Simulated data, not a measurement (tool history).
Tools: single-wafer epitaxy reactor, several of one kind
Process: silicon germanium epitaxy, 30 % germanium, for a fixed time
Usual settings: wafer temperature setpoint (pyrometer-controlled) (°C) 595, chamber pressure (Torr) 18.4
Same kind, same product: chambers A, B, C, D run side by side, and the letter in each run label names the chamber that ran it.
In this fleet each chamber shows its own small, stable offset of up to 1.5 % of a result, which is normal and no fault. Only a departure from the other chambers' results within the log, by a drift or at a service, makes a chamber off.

| run | hour | wafer temperature setpoint (pyrometer-controlled) (°C) | chamber pressure (Torr) | hours since the last pyrometer calibration | hours since the last manometer calibration | read-back reference wafer on the same gauge, thickness_nm | mean film thickness on the monitor wafer (Å) |
|---|---|---|---|---|---|---|---|
| 1A | 7 | 595 | 18.4 | 1675.4 | 362 | 58.177 | 517.19 |
| 2B | 19.2 | 595 | 18.4 | 1873.8 | 1389.4 | 58.241 | 526.64 |
| 3D | 30.9 | 595 | 18.4 | 635.4 | 454.7 | 58.18 | 521.25 |
| 4C | 40.3 | 595 | 18.4 | 415.8 | 1618.1 | 58.201 | 524.06 |
| 5D | 49.6 | 595 | 18.4 | 654.1 | 473.4 | 58.154 | 520.92 |
| 6A | 59 | 595 | 18.4 | 1727.4 | 414 | 58.185 | 520.13 |
| 7C | 69.7 | 595 | 18.4 | 445.2 | 1647.5 | 58.253 | 527.07 |
| 8B | 78 | 595 | 18.4 | 1932.6 | 1448.2 | 58.204 | 523.41 |
| 9D | 89.1 | 595 | 18.4 | 693.6 | 512.9 | 58.18 | 524.76 |
| 10B | 101.3 | 595 | 18.4 | 1955.9 | 1471.5 | 58.221 | 526.9 |
| 11C | 107.8 | 595 | 18.4 | 483.3 | 1685.6 | 58.179 | 529.33 |
| 12A | 119.9 | 583 | 18.4 | 1788.3 | 474.9 | 58.2 | 413.92 |
| 13B | 134.1 | 583 | 18.4 | 1988.7 | 1504.3 | 58.202 | 417.83 |
| 14A | 146.3 | 583 | 18.4 | 1814.7 | 501.3 | 58.127 | 413.19 |
| 15D | 160.6 | 583 | 18.4 | 765.1 | 584.4 | 58.17 | 413.24 |
| 16C | 174.3 | 595 | 18.4 | 549.8 | 1752.1 | 58.191 | 528.98 |
| 17C | 184.5 | 595 | 18.4 | 560 | 1762.3 | 58.146 | 527.5 |
| 18A | 196 | 595 | 18.4 | 1864.4 | 551 | 58.223 | 522.86 |
| 19D | 204 | 595 | 18.4 | 808.5 | 627.8 | 58.263 | 521.84 |
| 20B | 212.7 | 595 | 18.4 | 2067.3 | 1582.9 | 58.197 | 525.9 |
| 21D | 222 | 605 | 20.8 | 826.5 | 645.8 | 58.262 | 658.39 |
| 22B | 234.3 | 605 | 20.8 | 2088.9 | 1604.5 | 58.167 | 661.05 |
| 23A | 247.2 | 605 | 20.8 | 1915.6 | 602.2 | 58.217 | 656.37 |
| 24C | 256.2 | 605 | 20.8 | 631.7 | 1834 | 58.241 | 663.79 |
| 25C | 265 | 595 | 18.4 | 640.5 | 1842.8 | 58.181 | 523.14 |
|  | 272.9 | chamber C: capacitance manometer re-zeroed and calibrated |
| 26B | 275.8 | 595 | 18.4 | 2130.4 | 1646 | 58.238 | 526.01 |
| 27D | 289.3 | 595 | 18.4 | 893.8 | 713.1 | 58.193 | 518.34 |
| 28A | 303.8 | 595 | 18.4 | 1972.2 | 658.8 | 58.186 | 521.27 |
| 29A | 317.5 | 595 | 18.4 | 1985.9 | 672.5 | 58.171 | 523.13 |
| 30B | 324.8 | 595 | 18.4 | 2179.4 | 1695 | 58.233 | 525.1 |
| 31C | 332.9 | 595 | 18.4 | 708.4 | 60.1 | 58.188 | 527.21 |
| 32D | 345.4 | 600 | 21 | 949.9 | 769.2 | 58.188 | 600.28 |
| 33C | 353 | 600 | 21 | 728.5 | 80.2 | 58.161 | 605.32 |

Which is it: a chamber that has drifted or been left off by a service, a gauge drift common to all chambers, or only each chamber's usual small offset? If a chamber is off, name it and its likeliest cause.

No chamber stands off beyond its own small offset, and the gauge holds steady.
